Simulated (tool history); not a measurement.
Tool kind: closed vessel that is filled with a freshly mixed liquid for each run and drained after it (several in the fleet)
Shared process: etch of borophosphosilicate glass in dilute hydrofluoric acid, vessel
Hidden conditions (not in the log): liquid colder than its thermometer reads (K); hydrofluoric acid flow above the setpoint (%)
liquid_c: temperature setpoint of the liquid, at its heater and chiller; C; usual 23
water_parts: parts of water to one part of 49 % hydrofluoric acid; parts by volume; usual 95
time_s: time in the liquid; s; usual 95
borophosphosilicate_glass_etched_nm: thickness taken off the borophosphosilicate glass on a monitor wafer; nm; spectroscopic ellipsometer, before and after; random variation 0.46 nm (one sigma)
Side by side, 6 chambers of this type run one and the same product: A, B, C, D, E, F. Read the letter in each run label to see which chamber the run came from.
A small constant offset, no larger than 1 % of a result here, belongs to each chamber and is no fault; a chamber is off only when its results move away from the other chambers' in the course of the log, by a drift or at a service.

run	hour	liquid_c	water_parts	time_s	hours since the thermometer was replaced	hours since the hydrofluoric acid flow meter was replaced	read-back film thickness of the borophosphosilicate glass reference wafer, read on the same gauge (nm)	borophosphosilicate_glass_etched_nm
1E	8.1	23	95	95	79	190.6	139.98	53.396
2D	15.6	23	95	95	1250.3	804.3	139.98	52.207
3A	26.7	23	95	95	1248.6	279.9	139.99	51.932
4F	36.6	23	95	95	353.2	357.1	140	52.593
5C	51.5	23	95	95	707.1	1271.8	140.02	52.869
6B	60	23	95	95	866.5	2063.3	139.99	52.302
7C	66.9	23	95	95	722.5	1287.2	140.04	52.328
8B	78.2	26	95	95	884.7	2081.5	140.06	59.38
9F	85.7	26	95	95	402.3	406.2	139.99	61.059
10E	94.4	26	95	95	165.3	276.9	140	59.97
11D	109.7	26	95	95	1344.4	898.4	140	59.13
12A	118.1	26	95	95	1340	371.3	140.02	59.195
13A	125.8	26	95	95	1347.7	379	140.02	59.235
14B	136.2	23	95	95	942.7	2139.5	139.98	52.933
15E	143.8	23	95	95	214.7	326.3	140	52.652
# hour 146.3: chamber C: thermometer replaced
# hour 150: chamber D: hydrofluoric acid flow meter replaced
16C	151.6	23	95	95	5.3	1371.9	140.03	53.518
17D	165.5	23	95	95	1400.2	15.5	140	53.787
18F	177.6	23	95	95	494.2	498.1	139.99	55.043
19E	189.6	23	95	95	260.5	372.1	140	52.476
# hour 190.1: chamber B: hydrofluoric acid flow meter replaced
20D	204.9	24.5	95	70	1439.6	54.9	139.97	41.29
21C	213.7	24.5	95	70	67.4	1434	139.98	41.635
22B	220.7	24.5	95	70	1027.2	30.7	140.03	40.891
23F	234.8	24.5	95	70	551.4	555.3	140.01	44.167
24A	244.3	24.5	95	70	1466.2	497.5	140.01	39.938
25D	258.7	24.5	95	70	1493.4	108.7	140	40.885
26F	268.1	23	95	55	584.7	588.6	140	32.623
27E	281.1	23	95	55	352	463.6	139.99	30.028
28B	288.1	23	95	55	1094.6	98.1	140.01	30.429
29C	298.9	23	95	55	152.6	1519.2	140.03	30.487
30A	308.1	23	95	55	1530	561.3	139.97	30.019
31D	319.9	23	95	55	1554.6	169.9	139.98	30.317
32C	331.7	23	95	135	185.4	1552	140.04	75.027
33F	340.3	23	95	135	656.9	660.8	140.02	80.636
34A	350.3	23	95	135	1572.2	603.5	140	73.995
35E	365.3	23	95	135	436.2	547.8	140.03	75.298
36B	379	23	95	135	1185.5	189	140.04	75.14
37A	394.2	23	95	135	1616.1	647.4	140.04	73.309
38D	402.6	25	95	95	1637.3	252.6	140.01	57.525
39B	415.1	25	95	95	1221.6	225.1	139.97	56.983
40E	430.2	25	95	95	501.1	612.7	139.97	57.436
41F	442.4	25	95	95	759	762.9	140.02	63.958
42C	454.2	25	95	95	307.9	1674.5	139.99	56.99

All chambers now run identical settings, listed one chamber a line with results as question marks. What results will each chamber show?
43A	465.3	18.5	95	95				?
43B	465.3	18.5	95	95				?
43C	465.3	18.5	95	95				?
43D	465.3	18.5	95	95				?
43E	465.3	18.5	95	95				?
43F	465.3	18.5	95	95				?

run	borophosphosilicate_glass_etched_nm
43A	42.687
43B	43.605
43C	43.792
43D	44.382
43E	43.558
43F	50.354
